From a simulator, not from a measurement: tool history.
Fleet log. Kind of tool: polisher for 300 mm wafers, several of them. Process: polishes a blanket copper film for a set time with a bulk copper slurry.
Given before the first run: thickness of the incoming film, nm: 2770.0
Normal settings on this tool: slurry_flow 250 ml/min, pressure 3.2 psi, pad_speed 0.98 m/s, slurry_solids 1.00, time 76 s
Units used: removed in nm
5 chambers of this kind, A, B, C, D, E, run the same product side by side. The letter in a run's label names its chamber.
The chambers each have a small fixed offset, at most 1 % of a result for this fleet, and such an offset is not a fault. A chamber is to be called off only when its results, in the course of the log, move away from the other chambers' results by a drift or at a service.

{"run": "1E", "hour": 10.0, "slurry_flow": 250, "pressure": 3.2, "pad_speed": 0.98, "slurry_solids": 1.0, "time": 76, "removed": 857.82}
{"hour": 11.0, "done": "chamber D: worn pad replaced by a new one"}
{"hour": 21.9, "done": "chamber B: worn pad replaced by a new one"}
{"run": "2C", "hour": 22.0, "slurry_flow": 250, "pressure": 3.2, "pad_speed": 0.98, "slurry_solids": 1.0, "time": 76, "removed": 848.29}
{"hour": 23.8, "done": "chamber E: slurry blender recalibrated"}
{"run": "3D", "hour": 28.3, "slurry_flow": 250, "pressure": 3.2, "pad_speed": 0.98, "slurry_solids": 1.0, "time": 76, "removed": 854.26}
{"run": "4A", "hour": 38.1, "slurry_flow": 250, "pressure": 3.2, "pad_speed": 0.98, "slurry_solids": 1.0, "time": 76, "removed": 854.26}
{"run": "5B", "hour": 45.0, "slurry_flow": 250, "pressure": 3.2, "pad_speed": 0.98, "slurry_solids": 1.0, "time": 76, "removed": 852.39}
{"hour": 45.4, "done": "chamber A: slurry nozzle cleaned"}
{"run": "6D", "hour": 56.8, "slurry_flow": 250, "pressure": 3.2, "pad_speed": 0.98, "slurry_solids": 1.0, "time": 76, "removed": 853.28}
{"hour": 58.9, "done": "chamber C: worn pad replaced by a new one"}
{"run": "7C", "hour": 64.2, "slurry_flow": 250, "pressure": 3.2, "pad_speed": 0.98, "slurry_solids": 1.0, "time": 76, "removed": 855.86}
{"hour": 65.9, "done": "chamber C: slurry nozzle cleaned"}
{"hour": 67.4, "done": "chamber B: slurry blender recalibrated"}
{"run": "8A", "hour": 73.1, "slurry_flow": 315, "pressure": 3.2, "pad_speed": 0.98, "slurry_solids": 1.0, "time": 100, "removed": 1136.0}
{"run": "9B", "hour": 82.9, "slurry_flow": 315, "pressure": 3.2, "pad_speed": 0.98, "slurry_solids": 1.0, "time": 100, "removed": 1130.5}
{"hour": 85.7, "done": "chamber A: slurry blender recalibrated"}
{"run": "10E", "hour": 96.9, "slurry_flow": 315, "pressure": 3.2, "pad_speed": 0.98, "slurry_solids": 1.0, "time": 100, "removed": 1126.6}
{"hour": 102.2, "done": "chamber B: worn pad replaced by a new one"}
{"run": "11D", "hour": 105.5, "slurry_flow": 315, "pressure": 3.2, "pad_speed": 0.98, "slurry_solids": 1.0, "time": 100, "removed": 1157.7}
{"hour": 107.5, "done": "chamber A: worn pad replaced by a new one"}
{"run": "12B", "hour": 112.3, "slurry_flow": 315, "pressure": 3.2, "pad_speed": 0.98, "slurry_solids": 1.0, "time": 100, "removed": 1153.8}
{"hour": 120.8, "done": "chamber D: worn pad replaced by a new one"}
{"run": "13E", "hour": 121.9, "slurry_flow": 250, "pressure": 3.2, "pad_speed": 0.98, "slurry_solids": 1.0, "time": 76, "removed": 826.33}
{"hour": 131.9, "done": "chamber E: slurry blender recalibrated"}
{"run": "14A", "hour": 134.6, "slurry_flow": 250, "pressure": 3.2, "pad_speed": 0.98, "slurry_solids": 1.0, "time": 76, "removed": 855.25}
{"hour": 137.7, "done": "chamber E: head pressure recalibrated"}
{"hour": 138.1, "done": "chamber C: head pressure recalibrated"}
{"run": "15C", "hour": 146.1, "slurry_flow": 250, "pressure": 3.2, "pad_speed": 0.98, "slurry_solids": 1.0, "time": 76, "removed": 855.86}
{"run": "16E", "hour": 155.4, "slurry_flow": 250, "pressure": 3.2, "pad_speed": 0.98, "slurry_solids": 1.0, "time": 76, "removed": 832.8}
{"hour": 158.8, "done": "chamber B: slurry nozzle cleaned"}
{"run": "17D", "hour": 168.8, "slurry_flow": 250, "pressure": 3.2, "pad_speed": 0.98, "slurry_solids": 1.0, "time": 76, "removed": 857.95}
{"hour": 171.6, "done": "chamber C: worn pad replaced by a new one"}
{"run": "18A", "hour": 175.1, "slurry_flow": 250, "pressure": 3.2, "pad_speed": 0.98, "slurry_solids": 0.85, "time": 76, "removed": 829.78}
{"run": "19B", "hour": 187.2, "slurry_flow": 250, "pressure": 3.2, "pad_speed": 0.98, "slurry_solids": 0.85, "time": 76, "removed": 832.3}
{"hour": 197.4, "done": "chamber B: worn pad replaced by a new one"}
{"hour": 199.1, "done": "chamber B: slurry blender recalibrated"}
{"run": "20C", "hour": 199.4, "slurry_flow": 250, "pressure": 3.2, "pad_speed": 0.98, "slurry_solids": 0.85, "time": 76, "removed": 827.93}
{"run": "21E", "hour": 207.6, "slurry_flow": 250, "pressure": 3.2, "pad_speed": 0.98, "slurry_solids": 0.85, "time": 76, "removed": 788.64}
{"hour": 212.1, "done": "chamber C: slurry blender recalibrated"}
{"run": "22C", "hour": 217.0, "slurry_flow": 250, "pressure": 3.2, "pad_speed": 0.98, "slurry_solids": 0.85, "time": 76, "removed": 821.78}
{"hour": 221.5, "done": "chamber D: worn pad replaced by a new one"}
{"run": "23B", "hour": 228.0, "slurry_flow": 250, "pressure": 3.2, "pad_speed": 0.98, "slurry_solids": 1.0, "time": 76, "removed": 864.64}
{"hour": 236.0, "done": "chamber E: slurry blender recalibrated"}
{"run": "24D", "hour": 240.9, "slurry_flow": 250, "pressure": 3.2, "pad_speed": 0.98, "slurry_solids": 1.0, "time": 76, "removed": 855.67}
{"run": "25A", "hour": 251.6, "slurry_flow": 250, "pressure": 3.2, "pad_speed": 0.98, "slurry_solids": 1.0, "time": 76, "removed": 849.66}
{"hour": 257.8, "done": "chamber C: slurry nozzle cleaned"}
{"run": "26C", "hour": 264.9, "slurry_flow": 250, "pressure": 3.2, "pad_speed": 0.98, "slurry_solids": 1.0, "time": 76, "removed": 857.54}
{"hour": 274.0, "done": "chamber A: worn pad replaced by a new one"}
{"run": "27A", "hour": 274.2, "slurry_flow": 250, "pressure": 3.2, "pad_speed": 0.98, "slurry_solids": 1.0, "time": 76, "removed": 839.24}
{"hour": 276.5, "done": "chamber B: worn pad replaced by a new one"}
{"run": "28B", "hour": 283.7, "slurry_flow": 250, "pressure": 3.2, "pad_speed": 0.72, "slurry_solids": 1.0, "time": 76, "removed": 627.76}
{"hour": 286.5, "done": "chamber D: slurry blender recalibrated"}
{"run": "29E", "hour": 294.3, "slurry_flow": 250, "pressure": 3.2, "pad_speed": 0.72, "slurry_solids": 1.0, "time": 76, "removed": 587.51}
{"run": "30D", "hour": 305.4, "slurry_flow": 250, "pressure": 3.2, "pad_speed": 0.72, "slurry_solids": 1.0, "time": 76, "removed": 622.98}
{"hour": 305.6, "done": "chamber C: worn pad replaced by a new one"}
{"run": "31E", "hour": 311.8, "slurry_flow": 250, "pressure": 3.2, "pad_speed": 0.72, "slurry_solids": 1.0, "time": 76, "removed": 590.62}
{"hour": 315.9, "done": "chamber D: head pressure recalibrated"}
{"run": "32A", "hour": 324.3, "slurry_flow": 250, "pressure": 3.2, "pad_speed": 0.72, "slurry_solids": 1.0, "time": 76, "removed": 614.23}
{"hour": 324.4, "done": "chamber D: worn pad replaced by a new one"}
{"run": "33C", "hour": 334.7, "slurry_flow": 250, "pressure": 3.2, "pad_speed": 0.98, "slurry_solids": 1.0, "time": 76, "removed": 853.74}
{"hour": 343.1, "done": "chamber B: slurry blender recalibrated"}
{"run": "34D", "hour": 348.3, "slurry_flow": 250, "pressure": 3.2, "pad_speed": 0.98, "slurry_solids": 1.0, "time": 76, "removed": 843.4}
{"run": "35B", "hour": 354.5, "slurry_flow": 250, "pressure": 3.2, "pad_speed": 0.98, "slurry_solids": 1.0, "time": 76, "removed": 855.39}
{"hour": 358.6, "done": "chamber A: slurry blender recalibrated"}
{"hour": 363.2, "done": "chamber E: slurry blender recalibrated"}
{"hour": 367.7, "done": "chamber B: worn pad replaced by a new one"}
{"run": "36A", "hour": 368.4, "slurry_flow": 250, "pressure": 3.2, "pad_speed": 0.98, "slurry_solids": 1.0, "time": 76, "removed": 835.46}
{"run": "37B", "hour": 381.1, "slurry_flow": 250, "pressure": 3.2, "pad_speed": 0.98, "slurry_solids": 1.0, "time": 76, "removed": 855.51}
{"run": "38D", "hour": 393.0, "slurry_flow": 250, "pressure": 3.2, "pad_speed": 0.98, "slurry_solids": 1.0, "time": 76, "removed": 856.06}
{"run": "39C", "hour": 402.8, "slurry_flow": 250, "pressure": 3.2, "pad_speed": 0.98, "slurry_solids": 1.0, "time": 76, "removed": 854.75}
{"run": "40E", "hour": 411.9, "slurry_flow": 250, "pressure": 3.2, "pad_speed": 0.98, "slurry_solids": 1.0, "time": 76, "removed": 796.18}
{"hour": 414.3, "done": "chamber D: slurry nozzle cleaned"}
{"run": "41D", "hour": 421.8, "slurry_flow": 250, "pressure": 2.8, "pad_speed": 0.98, "slurry_solids": 0.9, "time": 76, "removed": 729.17}
{"run": "42B", "hour": 430.5, "slurry_flow": 250, "pressure": 2.8, "pad_speed": 0.98, "slurry_solids": 0.9, "time": 76, "removed": 724.74}
{"run": "43A", "hour": 437.0, "slurry_flow": 250, "pressure": 2.8, "pad_speed": 0.98, "slurry_solids": 0.9, "time": 76, "removed": 715.4}

Which is it: a chamber that has drifted or been left off by a service, a gauge drift common to all chambers, or only each chamber's usual small offset? If a chamber is off, name it and its likeliest cause.

It is chamber E that slowly wanders off from its peers.
Likeliest cause: removal rate lost through wear of the pad, % = 5.48.
It could be hard to tell apart here from: slurry flow missing at the pad, %.

Here are 4 candidates for chamber E's next run, each the usual settings with a change, their results left as question marks. Which one brings its results back in line with what the others give on the usual settings?
In line here means within this much of the mean the other chambers give on the usual settings: removed 25.00 nm
{"run": "44E-1", "hour": 447.3, "slurry_flow": 250, "pressure": 3.3, "pad_speed": 1.02, "slurry_solids": 1.0, "time": 79, "removed": "?"}
{"run": "44E-2", "hour": 447.3, "slurry_flow": 250, "pressure": 3.1, "pad_speed": 0.94, "slurry_solids": 1.0, "time": 76, "removed": "?"}
{"run": "44E-3", "hour": 447.3, "slurry_flow": 245, "pressure": 3.2, "pad_speed": 0.88, "slurry_solids": 1.0, "time": 76, "removed": "?"}
{"run": "44E-4", "hour": 447.3, "slurry_flow": 250, "pressure": 3.3, "pad_speed": 1.02, "slurry_solids": 1.0, "time": 76, "removed": "?"}

Mean of the other chambers on the usual settings: removed 851.19 nm
run=44E-1 removed=889.37
run=44E-2 removed=739.10
run=44E-3 removed=712.23
run=44E-4 removed=855.59
With 44E-4, the chamber falls back in line with the rest.

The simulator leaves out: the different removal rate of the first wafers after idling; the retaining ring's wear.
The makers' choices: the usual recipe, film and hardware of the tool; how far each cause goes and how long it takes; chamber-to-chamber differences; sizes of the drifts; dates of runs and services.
